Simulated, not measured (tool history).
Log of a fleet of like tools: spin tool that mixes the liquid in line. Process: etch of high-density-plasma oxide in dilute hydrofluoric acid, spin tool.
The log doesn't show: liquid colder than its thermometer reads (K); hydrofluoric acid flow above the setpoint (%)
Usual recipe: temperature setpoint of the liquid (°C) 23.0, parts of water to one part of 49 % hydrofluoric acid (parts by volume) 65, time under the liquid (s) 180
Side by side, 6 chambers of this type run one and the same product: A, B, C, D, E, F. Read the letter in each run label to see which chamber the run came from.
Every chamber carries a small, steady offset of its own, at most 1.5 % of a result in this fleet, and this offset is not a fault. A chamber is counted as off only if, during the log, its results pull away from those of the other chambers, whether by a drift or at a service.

| run | hour | temperature setpoint of the liquid (°C) | parts of water to one part of 49 % hydrofluoric acid (parts by volume) | time under the liquid (s) | hours since the thermometer was replaced | hours since the hydrofluoric acid flow meter was replaced | read-back film thickness of the high-density-plasma oxide reference wafer, read on the same gauge (nm) | thickness taken off the high-density-plasma oxide on a monitor wafer (Å) |
|---|---|---|---|---|---|---|---|---|
| 1E | 7.5 | 23.0 | 65 | 180 | 331.0 | 1187.2 | 50.065 | 140.780 |
| 2B | 13.8 | 23.0 | 65 | 180 | 659.6 | 395.5 | 49.993 | 139.900 |
| 3D | 22.7 | 23.0 | 65 | 180 | 1182.6 | 254.6 | 50.008 | 139.290 |
| 4F | 28.8 | 23.0 | 65 | 180 | 2919.6 | 2027.3 | 49.990 | 138.060 |
| 5C | 34.6 | 23.0 | 65 | 180 | 323.0 | 1720.7 | 50.009 | 139.660 |
| 6A | 39.1 | 23.0 | 65 | 180 | 1996.5 | 1009.6 | 50.001 | 140.450 |
| 7C | 48.6 | 23.0 | 65 | 180 | 337.0 | 1734.7 | 49.980 | 142.060 |
| 8F | 56.0 | 23.0 | 65 | 180 | 2946.8 | 2054.5 | 50.009 | 141.010 |
| 9B | 61.0 | 21.5 | 65 | 180 | 706.8 | 442.7 | 49.972 | 133.460 |
| 10A | 66.0 | 21.5 | 65 | 180 | 2023.4 | 1036.5 | 50.029 | 133.160 |
| 11E | 74.1 | 21.5 | 65 | 180 | 397.6 | 1253.8 | 49.979 | 131.960 |
|  | 79.4 | chamber F: hydrofluoric acid flow meter replaced |
| 12D | 80.2 | 21.5 | 65 | 180 | 1240.1 | 312.1 | 49.965 | 134.900 |
| 13D | 88.7 | 21.5 | 65 | 180 | 1248.6 | 320.6 | 50.025 | 133.420 |
| 14F | 97.4 | 21.5 | 65 | 180 | 2988.2 | 18.0 | 50.017 | 132.170 |
| 15C | 105.4 | 23.0 | 65 | 180 | 393.8 | 1791.5 | 49.970 | 138.480 |
| 16E | 113.4 | 23.0 | 65 | 180 | 436.9 | 1293.1 | 49.995 | 142.480 |
| 17B | 119.1 | 23.0 | 65 | 180 | 764.9 | 500.8 | 50.016 | 140.190 |
| 18A | 123.6 | 23.0 | 65 | 180 | 2081.0 | 1094.1 | 49.952 | 140.220 |
| 19B | 128.6 | 23.0 | 65 | 180 | 774.4 | 510.3 | 49.990 | 143.330 |
|  | 134.4 | chamber F: thermometer replaced |
| 20C | 135.8 | 23.0 | 65 | 180 | 424.2 | 1821.9 | 50.026 | 139.760 |
| 21D | 145.5 | 23.0 | 45 | 180 | 1305.4 | 377.4 | 50.031 | 213.480 |
| 22E | 154.5 | 23.0 | 45 | 180 | 478.0 | 1334.2 | 49.986 | 212.030 |
| 23A | 163.9 | 23.0 | 45 | 180 | 2121.3 | 1134.4 | 50.046 | 208.040 |
| 24F | 170.7 | 23.0 | 45 | 180 | 36.3 | 91.3 | 50.017 | 208.980 |
| 25C | 175.9 | 23.0 | 45 | 180 | 464.3 | 1862.0 | 49.981 | 205.920 |
| 26F | 184.5 | 23.0 | 45 | 180 | 50.1 | 105.1 | 49.983 | 206.680 |
|  | 187.7 | chamber A: hydrofluoric acid flow meter replaced |
| 27E | 191.9 | 23.0 | 65 | 180 | 515.4 | 1371.6 | 49.935 | 139.080 |
| 28A | 198.3 | 23.0 | 65 | 180 | 2155.7 | 10.6 | 50.037 | 138.650 |
| 29D | 207.2 | 23.0 | 85 | 115 | 1367.1 | 439.1 | 49.981 | 70.287 |
| 30B | 212.3 | 23.0 | 85 | 115 | 858.1 | 594.0 | 49.983 | 67.532 |
| 31A | 219.8 | 23.0 | 85 | 115 | 2177.2 | 32.1 | 50.002 | 65.428 |
| 32E | 228.1 | 23.0 | 85 | 115 | 551.6 | 1407.8 | 50.036 | 66.418 |
| 33C | 234.3 | 23.0 | 85 | 115 | 522.7 | 1920.4 | 50.025 | 67.392 |
| 34D | 241.2 | 23.0 | 85 | 115 | 1401.1 | 473.1 | 49.981 | 71.774 |
| 35F | 245.7 | 23.0 | 65 | 180 | 111.3 | 166.3 | 50.024 | 141.750 |
| 36B | 253.7 | 23.0 | 65 | 180 | 899.5 | 635.4 | 49.995 | 141.070 |
| 37B | 263.3 | 23.0 | 65 | 180 | 909.1 | 645.0 | 50.029 | 141.320 |
| 38F | 271.0 | 23.0 | 65 | 180 | 136.6 | 191.6 | 49.999 | 141.510 |
| 39C | 279.0 | 23.0 | 65 | 180 | 567.4 | 1965.1 | 50.035 | 140.560 |
| 40D | 286.8 | 23.0 | 65 | 80 | 1446.7 | 518.7 | 50.019 | 67.378 |
|  | 293.1 | chamber A: thermometer replaced |
| 41A | 293.7 | 23.0 | 65 | 80 | 0.6 | 106.0 | 49.994 | 61.730 |
| 42E | 300.8 | 23.0 | 65 | 80 | 624.3 | 1480.5 | 50.012 | 62.165 |
| 43A | 310.1 | 23.0 | 65 | 80 | 17.0 | 122.4 | 49.993 | 62.541 |

For the next run the whole fleet of 6 chambers uses the same settings. Give each chamber's results:
| 44A | 317.4 | 23.0 | 65 | 180 |  |  |  | ? |
| 44B | 317.4 | 23.0 | 65 | 180 |  |  |  | ? |
| 44C | 317.4 | 23.0 | 65 | 180 |  |  |  | ? |
| 44D | 317.4 | 23.0 | 65 | 180 |  |  |  | ? |
| 44E | 317.4 | 23.0 | 65 | 180 |  |  |  | ? |
| 44F | 317.4 | 23.0 | 65 | 180 |  |  |  | ? |

| run | thickness taken off the high-density-plasma oxide on a monitor wafer (Å) |
|---|---|
| 44A | 143.120 |
| 44B | 142.540 |
| 44C | 141.940 |
| 44D | 152.990 |
| 44E | 140.020 |
| 44F | 141.570 |

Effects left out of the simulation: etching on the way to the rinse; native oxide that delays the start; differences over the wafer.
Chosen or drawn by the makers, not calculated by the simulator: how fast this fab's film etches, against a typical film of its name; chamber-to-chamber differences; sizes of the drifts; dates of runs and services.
